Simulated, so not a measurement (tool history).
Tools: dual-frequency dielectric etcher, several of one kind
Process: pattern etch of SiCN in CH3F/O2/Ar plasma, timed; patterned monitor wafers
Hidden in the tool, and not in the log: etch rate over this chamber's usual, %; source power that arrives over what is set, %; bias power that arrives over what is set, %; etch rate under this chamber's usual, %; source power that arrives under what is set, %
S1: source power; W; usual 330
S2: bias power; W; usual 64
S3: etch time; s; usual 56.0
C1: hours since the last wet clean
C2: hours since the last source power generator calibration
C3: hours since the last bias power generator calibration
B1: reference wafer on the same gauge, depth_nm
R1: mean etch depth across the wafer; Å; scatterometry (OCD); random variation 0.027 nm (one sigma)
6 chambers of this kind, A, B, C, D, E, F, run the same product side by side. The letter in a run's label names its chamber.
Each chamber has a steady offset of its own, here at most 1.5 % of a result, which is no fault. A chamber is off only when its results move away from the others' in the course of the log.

{"run": "1A", "day": 0.133, "S1": 330, "S2": 64, "S3": 56.0, "C1": 52.9, "C2": 23.3, "C3": 1321.6, "B1": 15.602, "R1": 188.41}
{"run": "2C", "day": 0.321, "S1": 330, "S2": 64, "S3": 56.0, "C1": 231.9, "C2": 1201.9, "C3": 2304.7, "B1": 15.597, "R1": 185.97}
{"day": 0.388, "done": "chamber D: source power generator calibrated"}
{"run": "3B", "day": 0.442, "S1": 330, "S2": 64, "S3": 56.0, "C1": 340.8, "C2": 2479.0, "C3": 51.2, "B1": 15.594, "R1": 185.21}
{"run": "4E", "day": 0.567, "S1": 330, "S2": 64, "S3": 56.0, "C1": 226.2, "C2": 447.8, "C3": 1051.6, "B1": 15.592, "R1": 185.69}
{"run": "5F", "day": 0.729, "S1": 330, "S2": 56, "S3": 56.0, "C1": 139.8, "C2": 745.3, "C3": 1057.8, "B1": 15.591, "R1": 179.37}
{"run": "6D", "day": 0.854, "S1": 330, "S2": 56, "S3": 56.0, "C1": 193.7, "C2": 11.3, "C3": 3973.3, "B1": 15.584, "R1": 179.47}
{"run": "7F", "day": 0.95, "S1": 330, "S2": 56, "S3": 56.0, "C1": 145.1, "C2": 750.6, "C3": 1063.1, "B1": 15.588, "R1": 179.67}
{"run": "8B", "day": 1.071, "S1": 330, "S2": 56, "S3": 56.0, "C1": 355.9, "C2": 2494.1, "C3": 66.3, "B1": 15.582, "R1": 176.93}
{"run": "9A", "day": 1.267, "S1": 330, "S2": 56, "S3": 56.0, "C1": 80.1, "C2": 50.5, "C3": 1348.8, "B1": 15.575, "R1": 180.42}
{"run": "10C", "day": 1.379, "S1": 330, "S2": 56, "S3": 56.0, "C1": 257.3, "C2": 1227.3, "C3": 2330.1, "B1": 15.576, "R1": 177.78}
{"run": "11E", "day": 1.512, "S1": 330, "S2": 64, "S3": 68.0, "C1": 248.9, "C2": 470.5, "C3": 1074.3, "B1": 15.569, "R1": 225.78}
{"run": "12D", "day": 1.667, "S1": 330, "S2": 64, "S3": 68.0, "C1": 213.2, "C2": 30.8, "C3": 3992.8, "B1": 15.575, "R1": 227.4}
{"run": "13D", "day": 1.754, "S1": 330, "S2": 64, "S3": 68.0, "C1": 215.3, "C2": 32.9, "C3": 3994.9, "B1": 15.565, "R1": 227.38}
{"run": "14E", "day": 1.879, "S1": 330, "S2": 64, "S3": 68.0, "C1": 257.7, "C2": 479.3, "C3": 1083.1, "B1": 15.564, "R1": 225.37}
{"run": "15F", "day": 2.0, "S1": 330, "S2": 64, "S3": 68.0, "C1": 170.3, "C2": 775.8, "C3": 1088.3, "B1": 15.56, "R1": 227.92}
{"run": "16B", "day": 2.175, "S1": 330, "S2": 64, "S3": 68.0, "C1": 382.4, "C2": 2520.6, "C3": 92.8, "B1": 15.559, "R1": 224.87}
{"run": "17A", "day": 2.342, "S1": 330, "S2": 64, "S3": 56.0, "C1": 105.9, "C2": 76.3, "C3": 1374.6, "B1": 15.551, "R1": 188.16}
{"run": "18C", "day": 2.492, "S1": 330, "S2": 64, "S3": 56.0, "C1": 284.0, "C2": 1254.0, "C3": 2356.8, "B1": 15.547, "R1": 185.98}
{"run": "19B", "day": 2.625, "S1": 270, "S2": 64, "S3": 68.5, "C1": 393.2, "C2": 2531.4, "C3": 103.6, "B1": 15.551, "R1": 208.78}
{"run": "20E", "day": 2.792, "S1": 270, "S2": 64, "S3": 68.5, "C1": 279.6, "C2": 501.2, "C3": 1105.0, "B1": 15.545, "R1": 210.67}
{"run": "21F", "day": 2.883, "S1": 270, "S2": 64, "S3": 68.5, "C1": 191.5, "C2": 797.0, "C3": 1109.5, "B1": 15.547, "R1": 212.47}
{"run": "22D", "day": 3.079, "S1": 270, "S2": 64, "S3": 68.5, "C1": 247.1, "C2": 64.7, "C3": 4026.7, "B1": 15.54, "R1": 212.49}
{"run": "23A", "day": 3.25, "S1": 270, "S2": 64, "S3": 68.5, "C1": 127.7, "C2": 98.1, "C3": 1396.4, "B1": 15.538, "R1": 213.02}
{"run": "24C", "day": 3.367, "S1": 270, "S2": 64, "S3": 68.5, "C1": 305.0, "C2": 1275.0, "C3": 2377.8, "B1": 15.532, "R1": 209.99}
{"run": "25E", "day": 3.488, "S1": 330, "S2": 64, "S3": 56.0, "C1": 296.3, "C2": 517.9, "C3": 1121.7, "B1": 15.537, "R1": 185.33}
{"run": "26A", "day": 3.575, "S1": 330, "S2": 64, "S3": 50.5, "C1": 135.5, "C2": 105.9, "C3": 1404.2, "B1": 15.534, "R1": 169.46}
{"run": "27D", "day": 3.721, "S1": 330, "S2": 64, "S3": 50.5, "C1": 262.5, "C2": 80.1, "C3": 4042.1, "B1": 15.525, "R1": 168.98}
{"run": "28B", "day": 3.833, "S1": 330, "S2": 64, "S3": 50.5, "C1": 422.2, "C2": 2560.4, "C3": 132.6, "B1": 15.531, "R1": 166.58}
{"run": "29C", "day": 3.954, "S1": 330, "S2": 64, "S3": 50.5, "C1": 319.1, "C2": 1289.1, "C3": 2391.9, "B1": 15.527, "R1": 167.36}
{"run": "30F", "day": 4.067, "S1": 330, "S2": 64, "S3": 50.5, "C1": 219.9, "C2": 825.4, "C3": 1137.9, "B1": 15.516, "R1": 169.06}
{"run": "31F", "day": 4.196, "S1": 330, "S2": 64, "S3": 50.5, "C1": 223.0, "C2": 828.5, "C3": 1141.0, "B1": 15.524, "R1": 169.15}
{"run": "32A", "day": 4.333, "S1": 330, "S2": 64, "S3": 56.0, "C1": 153.7, "C2": 124.1, "C3": 1422.4, "B1": 15.525, "R1": 187.93}
{"run": "33C", "day": 4.458, "S1": 330, "S2": 64, "S3": 56.0, "C1": 331.2, "C2": 1301.2, "C3": 2404.0, "B1": 15.519, "R1": 184.94}
{"run": "34B", "day": 4.583, "S1": 330, "S2": 64, "S3": 56.0, "C1": 440.2, "C2": 2578.4, "C3": 150.6, "B1": 15.52, "R1": 183.84}
{"run": "35D", "day": 4.708, "S1": 250, "S2": 57, "S3": 56.0, "C1": 286.2, "C2": 103.8, "C3": 4065.8, "B1": 15.51, "R1": 161.8}
{"run": "36E", "day": 4.825, "S1": 250, "S2": 57, "S3": 56.0, "C1": 328.4, "C2": 550.0, "C3": 1153.8, "B1": 15.509, "R1": 160.22}

Is one chamber off against the others, does the gauge drift, or is nothing wrong? If a chamber is off, say which, and what the likeliest cause is.

The gauge drifts, so all chambers seem to drift together. No chamber is off.
Cause: gauge reads low (%) = 0.6.

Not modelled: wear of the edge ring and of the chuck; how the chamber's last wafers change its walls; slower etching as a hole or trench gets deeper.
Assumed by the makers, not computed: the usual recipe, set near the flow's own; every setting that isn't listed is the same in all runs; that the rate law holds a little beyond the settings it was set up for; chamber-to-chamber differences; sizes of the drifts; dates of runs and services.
